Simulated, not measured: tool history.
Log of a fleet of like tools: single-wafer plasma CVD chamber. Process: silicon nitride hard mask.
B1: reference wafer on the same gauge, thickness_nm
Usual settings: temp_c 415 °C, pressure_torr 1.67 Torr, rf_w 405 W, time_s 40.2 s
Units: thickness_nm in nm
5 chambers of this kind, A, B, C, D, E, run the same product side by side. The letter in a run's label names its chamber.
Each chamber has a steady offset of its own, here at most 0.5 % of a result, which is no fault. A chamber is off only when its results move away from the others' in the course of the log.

{"hour": 0.6, "done": "chamber C: thermocouple changed; heater temperature recalibrated"}
{"run": "1B", "hour": 3.1, "temp_c": 415, "pressure_torr": 1.67, "rf_w": 405, "time_s": 40.2, "B1": 57.969, "thickness_nm": 55.776}
{"run": "2E", "hour": 7.5, "temp_c": 415, "pressure_torr": 1.67, "rf_w": 405, "time_s": 40.2, "B1": 58.092, "thickness_nm": 56.541}
{"run": "3D", "hour": 11.1, "temp_c": 415, "pressure_torr": 1.67, "rf_w": 405, "time_s": 40.2, "B1": 58.021, "thickness_nm": 56.276}
{"run": "4A", "hour": 15.1, "temp_c": 415, "pressure_torr": 1.67, "rf_w": 405, "time_s": 40.2, "B1": 58.031, "thickness_nm": 55.849}
{"run": "5C", "hour": 20.8, "temp_c": 415, "pressure_torr": 1.67, "rf_w": 405, "time_s": 40.2, "B1": 58.044, "thickness_nm": 56.152}
{"run": "6A", "hour": 26.5, "temp_c": 415, "pressure_torr": 1.67, "rf_w": 405, "time_s": 40.2, "B1": 57.997, "thickness_nm": 56.531}
{"run": "7C", "hour": 31.2, "temp_c": 415, "pressure_torr": 1.67, "rf_w": 405, "time_s": 40.2, "B1": 58.004, "thickness_nm": 56.341}
{"run": "8E", "hour": 35.4, "temp_c": 415, "pressure_torr": 1.67, "rf_w": 405, "time_s": 40.2, "B1": 58.038, "thickness_nm": 55.962}
{"run": "9D", "hour": 40.1, "temp_c": 415, "pressure_torr": 1.93, "rf_w": 355, "time_s": 40.2, "B1": 57.992, "thickness_nm": 54.34}
{"run": "10B", "hour": 45.1, "temp_c": 415, "pressure_torr": 1.93, "rf_w": 355, "time_s": 40.2, "B1": 57.996, "thickness_nm": 54.067}
{"hour": 46.3, "done": "chamber A: thermocouple changed; heater temperature recalibrated"}
{"run": "11E", "hour": 48.3, "temp_c": 415, "pressure_torr": 1.93, "rf_w": 355, "time_s": 40.2, "B1": 57.988, "thickness_nm": 53.962}
{"run": "12A", "hour": 52.5, "temp_c": 415, "pressure_torr": 1.93, "rf_w": 355, "time_s": 40.2, "B1": 58.054, "thickness_nm": 54.249}
{"run": "13C", "hour": 58.3, "temp_c": 415, "pressure_torr": 1.93, "rf_w": 355, "time_s": 40.2, "B1": 58.022, "thickness_nm": 53.519}
{"run": "14D", "hour": 62.8, "temp_c": 415, "pressure_torr": 1.67, "rf_w": 405, "time_s": 40.2, "B1": 58.066, "thickness_nm": 56}
{"run": "15B", "hour": 68.6, "temp_c": 415, "pressure_torr": 1.67, "rf_w": 405, "time_s": 40.2, "B1": 57.996, "thickness_nm": 55.812}
{"run": "16A", "hour": 72.0, "temp_c": 415, "pressure_torr": 1.67, "rf_w": 405, "time_s": 40.2, "B1": 58.045, "thickness_nm": 55.518}
{"run": "17E", "hour": 77.2, "temp_c": 421, "pressure_torr": 1.67, "rf_w": 405, "time_s": 32.4, "B1": 57.981, "thickness_nm": 45.077}
{"run": "18C", "hour": 81.9, "temp_c": 421, "pressure_torr": 1.67, "rf_w": 405, "time_s": 32.4, "B1": 57.979, "thickness_nm": 45.411}
{"run": "19B", "hour": 86.0, "temp_c": 421, "pressure_torr": 1.67, "rf_w": 405, "time_s": 32.4, "B1": 57.988, "thickness_nm": 44.989}
{"run": "20D", "hour": 91.4, "temp_c": 421, "pressure_torr": 1.67, "rf_w": 405, "time_s": 32.4, "B1": 57.981, "thickness_nm": 45.176}
{"run": "21A", "hour": 95.9, "temp_c": 421, "pressure_torr": 1.67, "rf_w": 405, "time_s": 32.4, "B1": 58.062, "thickness_nm": 44.371}
{"run": "22B", "hour": 100.2, "temp_c": 415, "pressure_torr": 1.67, "rf_w": 405, "time_s": 40.2, "B1": 57.984, "thickness_nm": 56.764}
{"run": "23C", "hour": 104.1, "temp_c": 415, "pressure_torr": 1.67, "rf_w": 405, "time_s": 40.2, "B1": 58, "thickness_nm": 55.615}
{"run": "24E", "hour": 108.5, "temp_c": 415, "pressure_torr": 1.67, "rf_w": 405, "time_s": 40.2, "B1": 58.016, "thickness_nm": 56.121}
{"run": "25D", "hour": 114.0, "temp_c": 415, "pressure_torr": 1.67, "rf_w": 405, "time_s": 40.2, "B1": 58.021, "thickness_nm": 56.321}
{"run": "26A", "hour": 116.8, "temp_c": 415, "pressure_torr": 1.67, "rf_w": 405, "time_s": 40.2, "B1": 57.999, "thickness_nm": 54.203}
{"run": "27C", "hour": 122.0, "temp_c": 415, "pressure_torr": 1.67, "rf_w": 405, "time_s": 40.2, "B1": 57.913, "thickness_nm": 55.978}
{"run": "28E", "hour": 125.2, "temp_c": 415, "pressure_torr": 1.67, "rf_w": 405, "time_s": 40.2, "B1": 58.069, "thickness_nm": 56.646}
{"run": "29B", "hour": 130.3, "temp_c": 415, "pressure_torr": 1.67, "rf_w": 405, "time_s": 40.2, "B1": 58.012, "thickness_nm": 56.136}
{"run": "30D", "hour": 134.2, "temp_c": 415, "pressure_torr": 1.67, "rf_w": 405, "time_s": 40.2, "B1": 58.065, "thickness_nm": 56.068}
{"run": "31A", "hour": 139.8, "temp_c": 415, "pressure_torr": 1.67, "rf_w": 405, "time_s": 40.2, "B1": 58.036, "thickness_nm": 54.435}
{"run": "32D", "hour": 142.8, "temp_c": 415, "pressure_torr": 1.67, "rf_w": 405, "time_s": 40.2, "B1": 57.999, "thickness_nm": 55.808}
{"run": "33B", "hour": 145.9, "temp_c": 415, "pressure_torr": 1.67, "rf_w": 405, "time_s": 40.2, "B1": 58.045, "thickness_nm": 56.108}
{"run": "34E", "hour": 150.8, "temp_c": 415, "pressure_torr": 1.67, "rf_w": 405, "time_s": 40.2, "B1": 58.073, "thickness_nm": 56.325}
{"run": "35C", "hour": 155.2, "temp_c": 415, "pressure_torr": 1.67, "rf_w": 405, "time_s": 40.2, "B1": 58.031, "thickness_nm": 55.917}
{"run": "36A", "hour": 158.3, "temp_c": 415, "pressure_torr": 1.67, "rf_w": 405, "time_s": 40.2, "B1": 58.023, "thickness_nm": 53.968}
{"run": "37D", "hour": 161.3, "temp_c": 415, "pressure_torr": 1.67, "rf_w": 405, "time_s": 40.2, "B1": 57.991, "thickness_nm": 55.862}
{"run": "38B", "hour": 163.9, "temp_c": 415, "pressure_torr": 1.67, "rf_w": 405, "time_s": 40.2, "B1": 57.941, "thickness_nm": 56.578}
{"run": "39C", "hour": 169.2, "temp_c": 415, "pressure_torr": 1.67, "rf_w": 375, "time_s": 40.2, "B1": 58.068, "thickness_nm": 53.662}
{"run": "40E", "hour": 175.0, "temp_c": 415, "pressure_torr": 1.67, "rf_w": 375, "time_s": 40.2, "B1": 58.078, "thickness_nm": 54.269}
{"run": "41D", "hour": 178.9, "temp_c": 415, "pressure_torr": 1.67, "rf_w": 375, "time_s": 40.2, "B1": 57.971, "thickness_nm": 53.986}

What goes on in this fleet: one chamber off, a drifting gauge, or nothing beyond the chambers' own small offsets? Name the chamber and the cause, if any.

Chamber A drifts away from the others.
Cause: delivered RF power below the setpoint (%) = 8.13.

Here are 4 candidates for chamber A's next run, each the usual settings with a change, their results left as question marks. Which one brings its results back in line with what the others give on the usual settings?
In line means no further than this from the other chambers' mean on the usual settings: thickness_nm 0.99 nm
{"run": "42A-1", "hour": 183.2, "temp_c": 415, "pressure_torr": 1.67, "rf_w": 385, "time_s": 37.2, "thickness_nm": "?"}
{"run": "42A-2", "hour": 183.2, "temp_c": 415, "pressure_torr": 1.71, "rf_w": 405, "time_s": 42.1, "thickness_nm": "?"}
{"run": "42A-3", "hour": 183.2, "temp_c": 415, "pressure_torr": 1.83, "rf_w": 460, "time_s": 40.2, "thickness_nm": "?"}
{"run": "42A-4", "hour": 183.2, "temp_c": 415, "pressure_torr": 1.64, "rf_w": 395, "time_s": 38.8, "thickness_nm": "?"}

The other chambers' mean on the usual settings: thickness_nm 56.138 nm
run=42A-1 thickness_nm=47.8
run=42A-2 thickness_nm=56.231
run=42A-3 thickness_nm=59.136
run=42A-4 thickness_nm=50.42
42A-2 brings the chamber back in line.

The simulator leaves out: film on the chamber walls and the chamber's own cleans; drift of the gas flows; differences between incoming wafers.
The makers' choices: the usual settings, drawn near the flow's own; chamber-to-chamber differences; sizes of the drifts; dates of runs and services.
